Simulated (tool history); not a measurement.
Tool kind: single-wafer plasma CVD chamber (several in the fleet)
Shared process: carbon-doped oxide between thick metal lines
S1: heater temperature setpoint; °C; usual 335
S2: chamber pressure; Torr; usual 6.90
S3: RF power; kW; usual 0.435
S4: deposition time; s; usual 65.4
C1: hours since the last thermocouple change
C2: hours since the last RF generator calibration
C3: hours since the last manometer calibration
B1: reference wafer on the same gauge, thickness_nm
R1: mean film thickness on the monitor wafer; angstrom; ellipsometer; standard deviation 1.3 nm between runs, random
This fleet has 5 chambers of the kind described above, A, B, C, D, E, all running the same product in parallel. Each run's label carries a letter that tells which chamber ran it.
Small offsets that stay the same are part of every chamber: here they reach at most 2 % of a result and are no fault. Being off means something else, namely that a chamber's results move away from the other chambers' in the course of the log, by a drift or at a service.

Run 1C, day 0.167: usual settings; C1 1455.7; C2 1239.6; C3 1714.3; B1 282.20. Result: R1 3221.1 angstrom.
Run 2B, day 0.296: usual settings; C1 545.5; C2 216.5; C3 2739.4; B1 281.92. Result: R1 3270.4 angstrom.
Run 3D, day 0.412: usual settings; C1 369.9; C2 1248.0; C3 1478.6; B1 282.18. Result: R1 3281.3 angstrom.
Run 4E, day 0.604: usual settings; C1 299.4; C2 2259.4; C3 1894.8; B1 282.24. Result: R1 3288.0 angstrom.
Run 5A, day 0.754: usual settings but S3 0.405 kW; C1 854.0; C2 362.3; C3 1474.5; B1 281.86. Result: R1 3101.6 angstrom.
Run 6E, day 0.842: usual settings but S3 0.405 kW; C1 305.1; C2 2265.1; C3 1900.5; B1 281.99. Result: R1 3119.9 angstrom.
Run 7B, day 1.033: usual settings but S3 0.405 kW; C1 563.2; C2 234.2; C3 2757.1; B1 281.89. Result: R1 3098.9 angstrom.
Run 8A, day 1.196: usual settings but S3 0.405 kW; C1 864.6; C2 372.9; C3 1485.1; B1 281.99. Result: R1 3104.3 angstrom.
At day 1.258: chamber B: capacitance manometer re-zeroed and calibrated.
Run 9D, day 1.375: usual settings but S3 0.405 kW; C1 393.0; C2 1271.1; C3 1501.7; B1 282.20. Result: R1 3127.2 angstrom.
Run 10C, day 1.542: usual settings; C1 1488.7; C2 1272.6; C3 1747.3; B1 282.07. Result: R1 3215.0 angstrom.
At day 1.554: chamber E: RF generator calibrated.
Run 11A, day 1.646: usual settings; C1 875.4; C2 383.7; C3 1495.9; B1 281.82. Result: R1 3253.0 angstrom.
Run 12C, day 1.771: usual settings; C1 1494.2; C2 1278.1; C3 1752.8; B1 282.14. Result: R1 3219.0 angstrom.
Run 13D, day 1.950: usual settings; C1 406.8; C2 1284.9; C3 1515.5; B1 282.18. Result: R1 3277.6 angstrom.
Run 14E, day 2.117: usual settings; C1 335.7; C2 13.5; C3 1931.1; B1 282.12. Result: R1 3253.2 angstrom.
Run 15B, day 2.212: usual settings; C1 591.5; C2 262.5; C3 22.9; B1 281.82. Result: R1 3258.9 angstrom.
Run 16C, day 2.396: usual settings; C1 1509.2; C2 1293.1; C3 1767.8; B1 282.13. Result: R1 3213.2 angstrom.
Run 17A, day 2.542: usual settings; C1 896.9; C2 405.2; C3 1517.4; B1 282.08. Result: R1 3200.6 angstrom.
Run 18E, day 2.696: usual settings; C1 349.6; C2 27.4; C3 1945.0; B1 282.24. Result: R1 3272.8 angstrom.
Run 19D, day 2.821: usual settings; C1 427.7; C2 1305.8; C3 1536.4; B1 282.09. Result: R1 3249.1 angstrom.
Run 20B, day 2.921: usual settings but S2 5.94 Torr, S3 0.365 kW; C1 608.5; C2 279.5; C3 39.9; B1 281.99. Result: R1 2818.1 angstrom.
Run 21B, day 3.112: usual settings but S2 5.94 Torr, S3 0.365 kW; C1 613.1; C2 284.1; C3 44.5; B1 281.94. Result: R1 2805.8 angstrom.
Run 22D, day 3.217: usual settings but S2 5.94 Torr, S3 0.365 kW; C1 437.2; C2 1315.3; C3 1545.9; B1 281.89. Result: R1 2847.3 angstrom.
Run 23C, day 3.325: usual settings but S2 5.94 Torr, S3 0.365 kW; C1 1531.5; C2 1315.4; C3 1790.1; B1 281.94. Result: R1 2768.1 angstrom.
Run 24E, day 3.504: usual settings but S2 5.94 Torr, S3 0.365 kW; C1 369.0; C2 46.8; C3 1964.4; B1 282.01. Result: R1 2806.9 angstrom.
Run 25A, day 3.592: usual settings; C1 922.1; C2 430.4; C3 1542.6; B1 281.81. Result: R1 3150.7 angstrom.
Run 26E, day 3.738: usual settings; C1 374.6; C2 52.4; C3 1970.0; B1 281.85. Result: R1 3274.3 angstrom.
Run 27A, day 3.862: usual settings; C1 928.6; C2 436.9; C3 1549.1; B1 282.07. Result: R1 3146.2 angstrom.
Run 28D, day 4.042: usual settings; C1 457.0; C2 1335.1; C3 1565.7; B1 282.06. Result: R1 3260.3 angstrom.
Run 29B, day 4.192: usual settings; C1 639.0; C2 310.0; C3 70.4; B1 282.42. Result: R1 3242.1 angstrom.
At day 4.279: chamber D: RF generator calibrated.
Run 30C, day 4.304: usual settings; C1 1555.0; C2 1338.9; C3 1813.6; B1 282.07. Result: R1 3198.8 angstrom.
Run 31A, day 4.488: usual settings; C1 943.6; C2 451.9; C3 1564.1; B1 281.73. Result: R1 3121.8 angstrom.
Run 32E, day 4.625: usual settings but S2 5.67 Torr; C1 395.9; C2 73.7; C3 1991.3; B1 282.24. Result: R1 3200.1 angstrom.
Run 33B, day 4.788: usual settings but S2 5.67 Torr; C1 653.3; C2 324.3; C3 84.7; B1 281.77. Result: R1 3200.8 angstrom.
Run 34D, day 4.883: usual settings but S2 5.67 Torr; C1 477.2; C2 14.5; C3 1585.9; B1 282.09. Result: R1 3217.7 angstrom.

Next, all 5 chambers run the settings below, one line each with question marks for the results. What does each chamber give?
Run 35A, day 5.025: usual settings but S2 8.06 Torr. Result: R1 ?.
Run 35B, day 5.025: usual settings but S2 8.06 Torr. Result: R1 ?.
Run 35C, day 5.025: usual settings but S2 8.06 Torr. Result: R1 ?.
Run 35D, day 5.025: usual settings but S2 8.06 Torr. Result: R1 ?.
Run 35E, day 5.025: usual settings but S2 8.06 Torr. Result: R1 ?.

run      R1
35A  3105.9
35B  3285.3
35C  3248.9
35D  3323.8
35E  3303.8

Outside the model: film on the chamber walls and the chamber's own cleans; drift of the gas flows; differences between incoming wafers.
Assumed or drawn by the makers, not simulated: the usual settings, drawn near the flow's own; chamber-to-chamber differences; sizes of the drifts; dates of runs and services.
